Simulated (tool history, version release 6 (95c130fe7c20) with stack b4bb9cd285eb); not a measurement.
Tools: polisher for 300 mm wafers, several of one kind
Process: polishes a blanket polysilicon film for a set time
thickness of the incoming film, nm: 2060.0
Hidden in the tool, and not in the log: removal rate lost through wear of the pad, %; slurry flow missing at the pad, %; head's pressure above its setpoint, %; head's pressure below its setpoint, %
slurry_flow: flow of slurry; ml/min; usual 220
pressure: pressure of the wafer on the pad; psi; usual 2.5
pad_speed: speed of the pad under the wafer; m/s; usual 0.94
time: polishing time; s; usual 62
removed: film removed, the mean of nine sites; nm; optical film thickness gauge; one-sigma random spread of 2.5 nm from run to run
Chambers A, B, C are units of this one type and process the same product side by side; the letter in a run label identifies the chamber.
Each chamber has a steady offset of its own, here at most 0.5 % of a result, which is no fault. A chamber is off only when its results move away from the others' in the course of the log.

run,hour,slurry_flow,pressure,pad_speed,time,wafers polished on this pad,hours since the slurry nozzle was cleaned,hours since the head pressure was calibrated,removed
# hour 0.4: chamber B: worn pad replaced by a new one
1B,9.7,220,2.5,0.94,62,101,305.1,190.4,398.81
2A,16.6,220,2.5,0.94,62,1130,687.9,278.4,396.32
# hour 26.6: chamber A: worn pad replaced by a new one
3C,27.5,220,2.5,0.94,62,523,438.0,449.3,394.76
4B,37.7,220,2.5,0.94,62,402,333.1,218.4,399.73
# hour 38.9: chamber B: slurry nozzle cleaned
# hour 45.0: chamber A: slurry nozzle cleaned
5C,50.8,220,2.5,0.94,62,774,461.3,472.6,395.87
6A,58.3,220,2.5,0.94,62,342,13.3,320.1,402.96
7A,68.8,220,2.5,0.94,62,455,23.8,330.6,400.67
8C,76.6,220,2.5,0.94,62,1052,487.1,498.4,397.16
# hour 80.8: chamber B: worn pad replaced by a new one
9B,85.6,220,2.5,0.94,62,52,46.8,266.3,400.47
# hour 94.2: chamber C: worn pad replaced by a new one
10C,97.3,220,2.5,0.94,62,33,507.8,519.1,396.84
11B,104.7,220,2.5,0.94,62,258,65.9,285.4,396.78
12A,110.7,220,2.5,0.94,62,906,65.7,372.5,400.15
13C,123.1,220,2.5,0.94,62,311,533.6,544.9,392.24
14A,135.5,220,2.5,0.94,62,1173,90.5,397.3,397.71
15B,143.1,220,2.5,0.94,62,671,104.3,323.8,395.65
# hour 145.9: chamber A: worn pad replaced by a new one
16B,149.9,220,2.5,0.94,62,744,111.1,330.6,395.04
# hour 158.7: chamber B: worn pad replaced by a new one
17C,163.0,220,2.8,0.94,62,741,573.5,584.8,442.46
18A,169.7,220,2.8,0.94,62,256,124.7,431.5,443.85
19C,181.0,220,2.8,0.94,62,935,591.5,602.8,441.43
20B,193.4,220,3.2,0.74,62,374,154.6,374.1,403.73
21A,205.1,220,3.2,0.74,62,637,160.1,466.9,402.22
22B,212.6,220,3.2,0.74,62,581,173.8,393.3,401.93
23C,220.1,220,2.5,0.94,62,1356,630.6,641.9,387.26
# hour 226.8: chamber B: worn pad replaced by a new one
# hour 230.7: chamber C: worn pad replaced by a new one
24A,232.6,220,2.5,0.94,62,933,187.6,494.4,396.68
25C,239.2,220,2.5,0.94,62,92,649.7,661.0,388.29
# hour 244.9: chamber C: slurry nozzle cleaned
26A,248.1,220,2.5,0.94,55,1100,203.1,509.9,346.91
27B,260.0,220,2.5,0.94,55,358,221.2,440.7,357.55
28C,272.8,220,2.5,0.94,55,454,28.0,694.6,341.27
# hour 277.5: chamber A: worn pad replaced by a new one
29A,279.1,220,2.5,0.94,62,18,234.1,540.9,400.54
30B,289.0,220,2.5,0.94,62,670,250.2,469.7,401.70
31B,297.7,220,2.5,0.94,62,764,258.9,478.4,398.82
32A,307.8,220,2.5,0.94,62,327,262.8,569.6,403.31
# hour 311.4: chamber B: worn pad replaced by a new one
33C,319.6,220,2.5,0.94,62,958,74.8,741.4,382.66
34A,328.9,220,2.5,0.94,62,554,283.9,590.7,398.80
35C,338.0,220,2.5,0.94,62,1156,93.2,759.8,383.76
36B,348.2,220,2.5,0.94,62,396,309.4,528.9,397.65
# hour 350.7: chamber B: slurry nozzle cleaned
37C,359.4,220,2.5,0.94,62,1386,114.6,781.2,376.02
38B,365.7,220,1.9,0.72,62,585,15.0,546.4,227.94
39A,373.1,220,1.9,0.72,62,1030,328.1,634.9,229.98

For the next run the whole fleet of 3 chambers uses the same settings. Give each chamber's results:
40A,382.7,220,2.5,0.94,62,,,,?
40B,382.7,220,2.5,0.94,62,,,,?
40C,382.7,220,2.5,0.94,62,,,,?

run,removed
40A,402.85
40B,396.58
40C,378.57
